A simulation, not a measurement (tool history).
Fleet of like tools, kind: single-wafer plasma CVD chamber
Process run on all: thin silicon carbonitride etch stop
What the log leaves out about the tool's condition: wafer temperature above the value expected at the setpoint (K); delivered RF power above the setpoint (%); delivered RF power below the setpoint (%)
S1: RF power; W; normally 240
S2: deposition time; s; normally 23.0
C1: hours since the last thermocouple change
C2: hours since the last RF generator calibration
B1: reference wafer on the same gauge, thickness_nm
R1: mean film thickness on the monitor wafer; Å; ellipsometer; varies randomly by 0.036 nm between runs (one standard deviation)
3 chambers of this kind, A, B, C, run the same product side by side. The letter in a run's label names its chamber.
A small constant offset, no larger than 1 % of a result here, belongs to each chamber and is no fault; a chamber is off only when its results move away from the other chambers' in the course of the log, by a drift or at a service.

Run 1A, hour 4.6: usual settings; C1 392.3; C2 1640.6; B1 14.416. Result: R1 139.74 Å.
Run 2B, hour 10.0: usual settings; C1 1928.8; C2 364.3; B1 14.410. Result: R1 140.24 Å.
Run 3C, hour 16.3: usual settings; C1 474.5; C2 72.1; B1 14.396. Result: R1 137.60 Å.
Run 4B, hour 19.9: usual settings; C1 1938.7; C2 374.2; B1 14.404. Result: R1 139.67 Å.
Run 5A, hour 26.8: usual settings but S1 215 W, S2 19.6 s; C1 414.5; C2 1662.8; B1 14.408. Result: R1 115.03 Å.
Run 6C, hour 31.4: usual settings but S1 215 W, S2 19.6 s; C1 489.6; C2 87.2; B1 14.397. Result: R1 112.84 Å.
Run 7A, hour 35.3: usual settings but S1 215 W, S2 19.6 s; C1 423.0; C2 1671.3; B1 14.392. Result: R1 114.02 Å.
Run 8B, hour 39.0: usual settings; C1 1957.8; C2 393.3; B1 14.406. Result: R1 139.22 Å.
Run 9C, hour 44.0: usual settings; C1 502.2; C2 99.8; B1 14.401. Result: R1 137.80 Å.
Run 10B, hour 47.5: usual settings; C1 1966.3; C2 401.8; B1 14.406. Result: R1 139.94 Å.
Run 11A, hour 51.8: usual settings; C1 439.5; C2 1687.8; B1 14.403. Result: R1 138.80 Å.
Run 12C, hour 56.0: usual settings; C1 514.2; C2 111.8; B1 14.398. Result: R1 137.23 Å.
Run 13C, hour 59.4: usual settings; C1 517.6; C2 115.2; B1 14.396. Result: R1 136.91 Å.
Run 14B, hour 66.2: usual settings; C1 1985.0; C2 420.5; B1 14.395. Result: R1 138.60 Å.
Run 15A, hour 70.7: usual settings; C1 458.4; C2 1706.7; B1 14.405. Result: R1 138.91 Å.
Run 16A, hour 76.1: usual settings but S1 200 W; C1 463.8; C2 1712.1; B1 14.404. Result: R1 131.94 Å.
Run 17C, hour 81.3: usual settings but S1 200 W; C1 539.5; C2 137.1; B1 14.394. Result: R1 130.39 Å.
Run 18B, hour 87.8: usual settings but S1 200 W; C1 2006.6; C2 442.1; B1 14.406. Result: R1 131.40 Å.
Run 19C, hour 92.5: usual settings; C1 550.7; C2 148.3; B1 14.404. Result: R1 137.61 Å.
Run 20A, hour 98.1: usual settings; C1 485.8; C2 1734.1; B1 14.404. Result: R1 139.00 Å.
Run 21B, hour 105.2: usual settings; C1 2024.0; C2 459.5; B1 14.401. Result: R1 139.19 Å.
Run 22C, hour 109.5: usual settings; C1 567.7; C2 165.3; B1 14.396. Result: R1 137.58 Å.
Run 23A, hour 116.1: usual settings but S1 200 W, S2 24.6 s; C1 503.8; C2 1752.1; B1 14.400. Result: R1 140.79 Å.
Run 24B, hour 120.4: usual settings but S1 200 W, S2 24.6 s; C1 2039.2; C2 474.7; B1 14.407. Result: R1 140.76 Å.
Run 25B, hour 124.5: usual settings but S1 200 W, S2 24.6 s; C1 2043.3; C2 478.8; B1 14.394. Result: R1 140.95 Å.
Run 26C, hour 129.3: usual settings; C1 587.5; C2 185.1; B1 14.398. Result: R1 137.71 Å.
Run 27A, hour 135.4: usual settings; C1 523.1; C2 1771.4; B1 14.400. Result: R1 139.18 Å.
Run 28A, hour 140.4: usual settings; C1 528.1; C2 1776.4; B1 14.388. Result: R1 139.34 Å.
Run 29B, hour 146.8: usual settings; C1 2065.6; C2 501.1; B1 14.390. Result: R1 139.29 Å.

What goes on in this fleet: one chamber off, a drifting gauge, or nothing beyond the chambers' own small offsets? Name the chamber and the cause, if any.

All chambers stay in line apart from their small fixed offsets, and the gauge does not drift.

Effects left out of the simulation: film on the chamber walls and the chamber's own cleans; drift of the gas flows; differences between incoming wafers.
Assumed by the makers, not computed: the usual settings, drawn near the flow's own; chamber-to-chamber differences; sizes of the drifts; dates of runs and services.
